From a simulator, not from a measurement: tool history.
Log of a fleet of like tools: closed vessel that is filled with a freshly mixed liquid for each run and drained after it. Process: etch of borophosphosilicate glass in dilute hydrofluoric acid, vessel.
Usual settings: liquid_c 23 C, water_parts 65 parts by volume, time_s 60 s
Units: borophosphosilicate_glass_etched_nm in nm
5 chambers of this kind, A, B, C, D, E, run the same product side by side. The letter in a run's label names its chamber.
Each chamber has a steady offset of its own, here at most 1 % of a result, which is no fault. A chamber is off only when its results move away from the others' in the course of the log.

run,hour,liquid_c,water_parts,time_s,hours since the thermometer was replaced,hours since the hydrofluoric acid flow meter was replaced,"read-back film thickness of the borophosphosilicate glass reference wafer, read on the same gauge (nm)",borophosphosilicate_glass_etched_nm
1C,6.3,23,65,60,208.5,1645.9,149.98,47.603
2A,10,23,65,60,1749,390.7,150.01,47.228
3D,14.2,23,65,60,2220.3,796.3,150.06,47.972
4E,17.9,23,65,60,337.4,1859.7,149.99,47.212
5B,25.1,23,65,60,184.3,25.1,150,47.411
6E,31.4,23,65,60,350.9,1873.2,150.01,47.614
7C,35.8,23,65,60,238,1675.4,150.03,48.239
8A,40.7,27.5,35,60,1779.7,421.4,149.93,110.82
9D,49,27.5,35,60,2255.1,831.1,150.03,109.76
10B,56.9,27.5,35,60,216.1,56.9,149.99,109.54
11C,65.4,27.5,35,60,267.6,1705,150.01,111.22
12B,73.5,27.5,35,60,232.7,73.5,150.03,109.42
13E,81.9,23,65,60,401.4,1923.7,149.97,47.26
14D,88.5,23,65,60,2294.6,870.6,149.96,47.746
15A,92.6,23,65,60,1831.6,473.3,149.95,47.83
16C,99,23,65,60,301.2,1738.6,149.96,47.876
17A,104.8,23,65,60,1843.8,485.5,149.98,48.057
18E,108.6,23,65,60,428.1,1950.4,150,47.351
19B,115.5,23,65,60,274.7,115.5,150.01,47.629
20D,120.6,23,65,60,2326.7,902.7,150,47.804
# hour 125.9: chamber A: thermometer replaced
21B,127.4,19.5,65,35,286.6,127.4,149.97,24.249
22E,131.5,19.5,65,35,451,1973.3,150.02,24.027
23A,138.1,19.5,65,35,12.3,518.8,150.02,24.13
24D,146.2,19.5,65,35,2352.3,928.3,150.02,24.194
25C,149.9,19.5,65,35,352.1,1789.5,149.98,24.307
26C,155.4,23,65,60,357.6,1795,150.07,47.665
27E,159.8,23,65,60,479.3,2001.6,149.97,47.163
28B,167.1,23,65,60,326.3,167.1,150.02,48.012
29A,171.5,23,65,60,45.7,552.2,150.01,47.52
30D,177,23,65,60,2383.1,959.1,150,47.909
31A,185,23,65,60,59.2,565.7,149.96,47.536
32D,190.8,23,65,60,2396.9,972.9,149.98,47.653
33E,197,23,65,60,516.5,2038.8,149.99,47.157
34C,201.1,23,65,60,403.3,1840.7,149.97,48.186
35B,205.2,23,65,60,364.4,205.2,149.98,47.908
36B,211.8,23,65,60,371,211.8,150,47.412
37E,218.8,23,65,60,538.3,2060.6,150.01,47.301
38C,226.7,23,65,60,428.9,1866.3,149.99,47.899
39A,233.5,23,65,60,107.7,614.2,149.97,47.546
40D,238,23,65,60,2444.1,1020.1,149.96,47.807
41B,246.3,23,65,60,405.5,246.3,149.99,48.158
42A,251.6,23,65,60,125.8,632.3,149.95,47.704
43D,257.8,23,65,60,2463.9,1039.9,149.99,47.66

All 5 chambers run these settings next. Forecast each chamber's results:
44A,264,23,65,60,,,,?
44B,264,23,65,60,,,,?
44C,264,23,65,60,,,,?
44D,264,23,65,60,,,,?
44E,264,23,65,60,,,,?

run,borophosphosilicate_glass_etched_nm
44A,47.441
44B,47.891
44C,47.585
44D,48.295
44E,47.273
